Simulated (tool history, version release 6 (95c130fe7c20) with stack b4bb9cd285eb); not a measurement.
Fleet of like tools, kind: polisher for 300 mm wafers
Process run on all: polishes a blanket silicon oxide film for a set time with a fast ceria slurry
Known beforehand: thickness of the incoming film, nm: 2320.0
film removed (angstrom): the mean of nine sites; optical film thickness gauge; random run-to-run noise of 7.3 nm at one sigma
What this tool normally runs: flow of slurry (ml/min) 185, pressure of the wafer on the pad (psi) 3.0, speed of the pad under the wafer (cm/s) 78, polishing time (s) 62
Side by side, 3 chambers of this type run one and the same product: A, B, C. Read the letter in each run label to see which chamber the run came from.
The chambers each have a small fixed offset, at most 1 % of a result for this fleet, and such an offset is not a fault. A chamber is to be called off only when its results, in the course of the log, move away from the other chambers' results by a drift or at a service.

| run | hour | flow of slurry (ml/min) | pressure of the wafer on the pad (psi) | speed of the pad under the wafer (cm/s) | polishing time (s) | film removed (angstrom) |
|---|---|---|---|---|---|---|
| 1B | 5.0 | 185 | 3.0 | 78 | 62 | 8659.6 |
| 2C | 11.1 | 185 | 3.0 | 78 | 62 | 8708.9 |
|  | 17.0 | chamber B: worn pad replaced by a new one |
| 3A | 19.0 | 185 | 3.0 | 78 | 62 | 8658.0 |
| 4A | 28.6 | 185 | 3.0 | 78 | 62 | 8794.3 |
|  | 35.7 | chamber A: head pressure recalibrated |
| 5C | 37.3 | 185 | 3.0 | 78 | 62 | 8682.1 |
| 6B | 43.3 | 185 | 3.0 | 78 | 62 | 8631.9 |
| 7C | 53.9 | 185 | 3.0 | 78 | 62 | 8828.2 |
| 8B | 63.3 | 185 | 3.0 | 78 | 62 | 8784.0 |
| 9A | 72.4 | 185 | 3.0 | 78 | 62 | 8758.6 |
| 10B | 80.8 | 185 | 2.6 | 102 | 62 | 9970.3 |
|  | 84.0 | chamber B: head pressure recalibrated |
| 11A | 88.0 | 185 | 2.6 | 102 | 62 | 10038.0 |
| 12C | 93.9 | 185 | 2.6 | 102 | 62 | 9962.4 |
| 13B | 103.1 | 185 | 3.0 | 78 | 62 | 8647.5 |
| 14A | 110.8 | 185 | 3.0 | 78 | 62 | 8735.8 |
| 15C | 116.6 | 185 | 3.0 | 102 | 62 | 11598.0 |
| 16C | 121.9 | 185 | 3.0 | 102 | 62 | 11570.0 |
| 17A | 129.8 | 185 | 3.0 | 102 | 62 | 11563.0 |
|  | 135.6 | chamber A: worn pad replaced by a new one |
| 18B | 137.2 | 185 | 3.0 | 78 | 62 | 8772.7 |
|  | 140.0 | chamber C: worn pad replaced by a new one |
| 19B | 143.3 | 185 | 3.0 | 78 | 62 | 8748.2 |
| 20A | 152.7 | 185 | 3.0 | 78 | 62 | 8795.5 |
| 21C | 158.0 | 185 | 3.0 | 78 | 62 | 8812.2 |
| 22B | 164.9 | 185 | 3.0 | 78 | 62 | 8687.8 |
| 23A | 173.9 | 185 | 3.0 | 78 | 62 | 8737.0 |
| 24C | 183.4 | 185 | 3.0 | 78 | 62 | 8766.3 |
|  | 187.5 | chamber B: worn pad replaced by a new one |
| 25B | 190.7 | 185 | 3.0 | 78 | 62 | 8669.7 |
|  | 194.3 | chamber B: slurry nozzle cleaned |
|  | 195.0 | chamber A: slurry nozzle cleaned |
| 26C | 199.7 | 185 | 3.0 | 78 | 62 | 8750.9 |
| 27A | 207.3 | 185 | 3.0 | 78 | 62 | 8654.7 |
| 28B | 216.8 | 185 | 3.0 | 78 | 62 | 8792.0 |
| 29C | 222.4 | 185 | 3.0 | 78 | 62 | 8873.9 |
| 30A | 228.5 | 185 | 2.7 | 78 | 62 | 7910.6 |

The same settings go to every chamber for the next run, one line per chamber below. Forecast the results for each:
| 31A | 236.5 | 185 | 3.0 | 78 | 53 | ? |
| 31B | 236.5 | 185 | 3.0 | 78 | 53 | ? |
| 31C | 236.5 | 185 | 3.0 | 78 | 53 | ? |

| run | film removed (angstrom) |
|---|---|
| 31A | 7470.9 |
| 31B | 7414.2 |
| 31C | 7482.0 |
